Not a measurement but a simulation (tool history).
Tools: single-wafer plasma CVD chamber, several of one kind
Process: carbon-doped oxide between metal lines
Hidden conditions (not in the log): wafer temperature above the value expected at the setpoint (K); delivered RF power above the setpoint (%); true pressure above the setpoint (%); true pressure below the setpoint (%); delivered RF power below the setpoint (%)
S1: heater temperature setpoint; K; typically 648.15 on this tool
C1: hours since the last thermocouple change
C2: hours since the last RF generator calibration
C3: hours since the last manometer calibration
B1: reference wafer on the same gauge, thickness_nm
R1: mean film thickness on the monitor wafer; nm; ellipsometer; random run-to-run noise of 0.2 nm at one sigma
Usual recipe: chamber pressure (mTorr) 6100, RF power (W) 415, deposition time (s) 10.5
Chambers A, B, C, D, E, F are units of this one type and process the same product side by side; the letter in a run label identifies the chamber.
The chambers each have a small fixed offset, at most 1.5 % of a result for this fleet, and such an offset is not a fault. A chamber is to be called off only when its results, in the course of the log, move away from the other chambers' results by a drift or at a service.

run 1A hour=7.6 | S1=648.15 chamber_pressure_(mTorr)=6100 RF_power_(W)=415 deposition_time_(s)=10.5 | C1=2184.6 C2=498.2 C3=545 | B1=51.026 | R1=46.082
-- hour=9.8 chamber B: thermocouple changed; heater temperature recalibrated
-- hour=17.8 chamber A: thermocouple changed; heater temperature recalibrated
run 2C hour=22.7 | S1=648.15 chamber_pressure_(mTorr)=6100 RF_power_(W)=415 deposition_time_(s)=10.5 | C1=295 C2=1161.8 C3=430 | B1=51.086 | R1=45.863
run 3F hour=31.5 | S1=648.15 chamber_pressure_(mTorr)=6100 RF_power_(W)=415 deposition_time_(s)=10.5 | C1=291.3 C2=137.8 C3=2137.5 | B1=51.011 | R1=45.685
run 4B hour=42.5 | S1=648.15 chamber_pressure_(mTorr)=6100 RF_power_(W)=415 deposition_time_(s)=10.5 | C1=32.7 C2=1653.1 C3=753.7 | B1=50.904 | R1=46.216
run 5E hour=55.8 | S1=648.15 chamber_pressure_(mTorr)=6100 RF_power_(W)=415 deposition_time_(s)=10.5 | C1=2283.4 C2=300.9 C3=476.1 | B1=51.055 | R1=46.356
run 6D hour=67.4 | S1=648.15 chamber_pressure_(mTorr)=5040 RF_power_(W)=415 deposition_time_(s)=11.8 | C1=698.5 C2=316.7 C3=1093.2 | B1=51.005 | R1=50.911
-- hour=73 chamber E: thermocouple changed; heater temperature recalibrated
run 7D hour=77.2 | S1=648.15 chamber_pressure_(mTorr)=5040 RF_power_(W)=415 deposition_time_(s)=11.8 | C1=708.3 C2=326.5 C3=1103 | B1=50.994 | R1=50.635
run 8F hour=88.9 | S1=648.15 chamber_pressure_(mTorr)=5040 RF_power_(W)=415 deposition_time_(s)=11.8 | C1=348.7 C2=195.2 C3=2194.9 | B1=50.998 | R1=50.444
run 9C hour=96.6 | S1=648.15 chamber_pressure_(mTorr)=5040 RF_power_(W)=415 deposition_time_(s)=11.8 | C1=368.9 C2=1235.7 C3=503.9 | B1=50.989 | R1=50.897
run 10E hour=109.9 | S1=648.15 chamber_pressure_(mTorr)=5040 RF_power_(W)=415 deposition_time_(s)=11.8 | C1=37 C2=355 C3=530.2 | B1=51.028 | R1=51.044
run 11B hour=121.9 | S1=648.15 chamber_pressure_(mTorr)=5040 RF_power_(W)=415 deposition_time_(s)=11.8 | C1=112.1 C2=1732.5 C3=833.1 | B1=50.955 | R1=50.69
run 12A hour=132.6 | S1=648.15 chamber_pressure_(mTorr)=6100 RF_power_(W)=415 deposition_time_(s)=10.5 | C1=114.9 C2=623.2 C3=670 | B1=51.045 | R1=46.167
-- hour=141 chamber F: capacitance manometer re-zeroed and calibrated
run 13B hour=145.1 | S1=648.15 chamber_pressure_(mTorr)=6100 RF_power_(W)=415 deposition_time_(s)=8.5 | C1=135.3 C2=1755.7 C3=856.3 | B1=50.908 | R1=37.465
run 14F hour=158.3 | S1=648.15 chamber_pressure_(mTorr)=6100 RF_power_(W)=415 deposition_time_(s)=8.5 | C1=418.1 C2=264.6 C3=17.4 | B1=50.959 | R1=37.083
run 15A hour=173.7 | S1=648.15 chamber_pressure_(mTorr)=6100 RF_power_(W)=415 deposition_time_(s)=8.5 | C1=156 C2=664.3 C3=711.1 | B1=50.98 | R1=37.443
run 16E hour=186.4 | S1=648.15 chamber_pressure_(mTorr)=6100 RF_power_(W)=415 deposition_time_(s)=8.5 | C1=113.5 C2=431.5 C3=606.7 | B1=51.043 | R1=37.543
run 17D hour=194.5 | S1=648.15 chamber_pressure_(mTorr)=6100 RF_power_(W)=415 deposition_time_(s)=8.5 | C1=825.6 C2=443.8 C3=1220.3 | B1=50.974 | R1=38.252
run 18C hour=204.8 | S1=648.15 chamber_pressure_(mTorr)=6100 RF_power_(W)=415 deposition_time_(s)=8.5 | C1=477.1 C2=1343.9 C3=612.1 | B1=50.973 | R1=37.188
run 19C hour=215.8 | S1=648.15 chamber_pressure_(mTorr)=4750 RF_power_(W)=340 deposition_time_(s)=10.5 | C1=488.1 C2=1354.9 C3=623.1 | B1=51.036 | R1=38.111
run 20B hour=222.8 | S1=648.15 chamber_pressure_(mTorr)=4750 RF_power_(W)=340 deposition_time_(s)=10.5 | C1=213 C2=1833.4 C3=934 | B1=50.982 | R1=38.043
run 21A hour=236.5 | S1=648.15 chamber_pressure_(mTorr)=4750 RF_power_(W)=340 deposition_time_(s)=10.5 | C1=218.8 C2=727.1 C3=773.9 | B1=50.958 | R1=38.202
run 22F hour=246.5 | S1=648.15 chamber_pressure_(mTorr)=4750 RF_power_(W)=340 deposition_time_(s)=10.5 | C1=506.3 C2=352.8 C3=105.6 | B1=51.019 | R1=38.399
run 23D hour=260.5 | S1=648.15 chamber_pressure_(mTorr)=4750 RF_power_(W)=340 deposition_time_(s)=10.5 | C1=891.6 C2=509.8 C3=1286.3 | B1=51.043 | R1=38.697
run 24E hour=272.1 | S1=648.15 chamber_pressure_(mTorr)=4750 RF_power_(W)=340 deposition_time_(s)=10.5 | C1=199.2 C2=517.2 C3=692.4 | B1=51.003 | R1=38.817
run 25A hour=279.1 | S1=648.15 chamber_pressure_(mTorr)=6100 RF_power_(W)=415 deposition_time_(s)=10.5 | C1=261.4 C2=769.7 C3=816.5 | B1=50.952 | R1=46.304
-- hour=291.2 chamber B: RF generator calibrated
run 26C hour=292.1 | S1=648.15 chamber_pressure_(mTorr)=6100 RF_power_(W)=415 deposition_time_(s)=10.5 | C1=564.4 C2=1431.2 C3=699.4 | B1=50.983 | R1=45.13
run 27E hour=301.5 | S1=648.15 chamber_pressure_(mTorr)=6100 RF_power_(W)=415 deposition_time_(s)=10.5 | C1=228.6 C2=546.6 C3=721.8 | B1=50.995 | R1=46.566
run 28F hour=314 | S1=648.15 chamber_pressure_(mTorr)=6100 RF_power_(W)=415 deposition_time_(s)=10.5 | C1=573.8 C2=420.3 C3=173.1 | B1=50.952 | R1=46.312
run 29B hour=323.9 | S1=658.15 chamber_pressure_(mTorr)=6100 RF_power_(W)=415 deposition_time_(s)=12.4 | C1=314.1 C2=32.7 C3=1035.1 | B1=50.978 | R1=53.019
-- hour=329 chamber B: capacitance manometer re-zeroed and calibrated
run 30D hour=337.1 | S1=658.15 chamber_pressure_(mTorr)=6100 RF_power_(W)=415 deposition_time_(s)=12.4 | C1=968.2 C2=586.4 C3=1362.9 | B1=51.068 | R1=53.576
run 31D hour=347.5 | S1=658.15 chamber_pressure_(mTorr)=6100 RF_power_(W)=415 deposition_time_(s)=12.4 | C1=978.6 C2=596.8 C3=1373.3 | B1=50.996 | R1=54.125
run 32C hour=358.2 | S1=658.15 chamber_pressure_(mTorr)=6100 RF_power_(W)=415 deposition_time_(s)=12.4 | C1=630.5 C2=1497.3 C3=765.5 | B1=51.047 | R1=50.947
run 33E hour=370.3 | S1=658.15 chamber_pressure_(mTorr)=6100 RF_power_(W)=415 deposition_time_(s)=12.4 | C1=297.4 C2=615.4 C3=790.6 | B1=51.01 | R1=53.8
run 34B hour=378.1 | S1=658.15 chamber_pressure_(mTorr)=6100 RF_power_(W)=415 deposition_time_(s)=12.4 | C1=368.3 C2=86.9 C3=49.2 | B1=51.017 | R1=53.161
run 35A hour=386.1 | S1=648.15 chamber_pressure_(mTorr)=6100 RF_power_(W)=415 deposition_time_(s)=10.5 | C1=368.4 C2=876.7 C3=923.5 | B1=51.033 | R1=46.389
run 36F hour=398.6 | S1=648.15 chamber_pressure_(mTorr)=6100 RF_power_(W)=415 deposition_time_(s)=10.5 | C1=658.4 C2=504.9 C3=257.7 | B1=51.012 | R1=46.024
run 37E hour=414.4 | S1=648.15 chamber_pressure_(mTorr)=6100 RF_power_(W)=485 deposition_time_(s)=11.4 | C1=341.5 C2=659.5 C3=834.7 | B1=51.018 | R1=56.384
run 38C hour=423.3 | S1=648.15 chamber_pressure_(mTorr)=6100 RF_power_(W)=485 deposition_time_(s)=11.4 | C1=695.6 C2=1562.4 C3=830.6 | B1=50.982 | R1=52.86
run 39B hour=435.9 | S1=648.15 chamber_pressure_(mTorr)=6100 RF_power_(W)=485 deposition_time_(s)=11.4 | C1=426.1 C2=144.7 C3=107 | B1=51.014 | R1=55.767
run 40F hour=447.7 | S1=648.15 chamber_pressure_(mTorr)=6100 RF_power_(W)=485 deposition_time_(s)=11.4 | C1=707.5 C2=554 C3=306.8 | B1=51 | R1=55.721

Which is it: a chamber that has drifted or been left off by a service, a gauge drift common to all chambers, or only each chamber's usual small offset? If a chamber is off, name it and its likeliest cause.

Little by little, chamber C moves away from the other chambers.
Likeliest cause: delivered RF power below the setpoint (%) = 7.6.

Below are 4 candidate recipes for chamber C's next run, each the usual settings with a change, their results shown as question marks. Which of them brings C's results back in line with what the other chambers give on the usual settings?
In-line tolerance around the mean of the other chambers on the usual settings: R1 0.7 nm
run 41C-1 hour=459.2 | S1=648.15 chamber_pressure_(mTorr)=5970 RF_power_(W)=415 deposition_time_(s)=9.1 | R1=?
run 41C-2 hour=459.2 | S1=649.15 chamber_pressure_(mTorr)=5990 RF_power_(W)=380 deposition_time_(s)=10.5 | R1=?
run 41C-3 hour=459.2 | S1=648.15 chamber_pressure_(mTorr)=6100 RF_power_(W)=450 deposition_time_(s)=10.5 | R1=?
run 41C-4 hour=459.2 | S1=648.15 chamber_pressure_(mTorr)=6100 RF_power_(W)=445 deposition_time_(s)=11.5 | R1=?

Average result of the remaining chambers running the usual settings: R1 46.3 nm
run=41C-1 R1=37.608
run=41C-2 R1=40.441
run=41C-3 R1=46.028
run=41C-4 R1=49.93
With 41C-3, the chamber falls back in line with the rest.
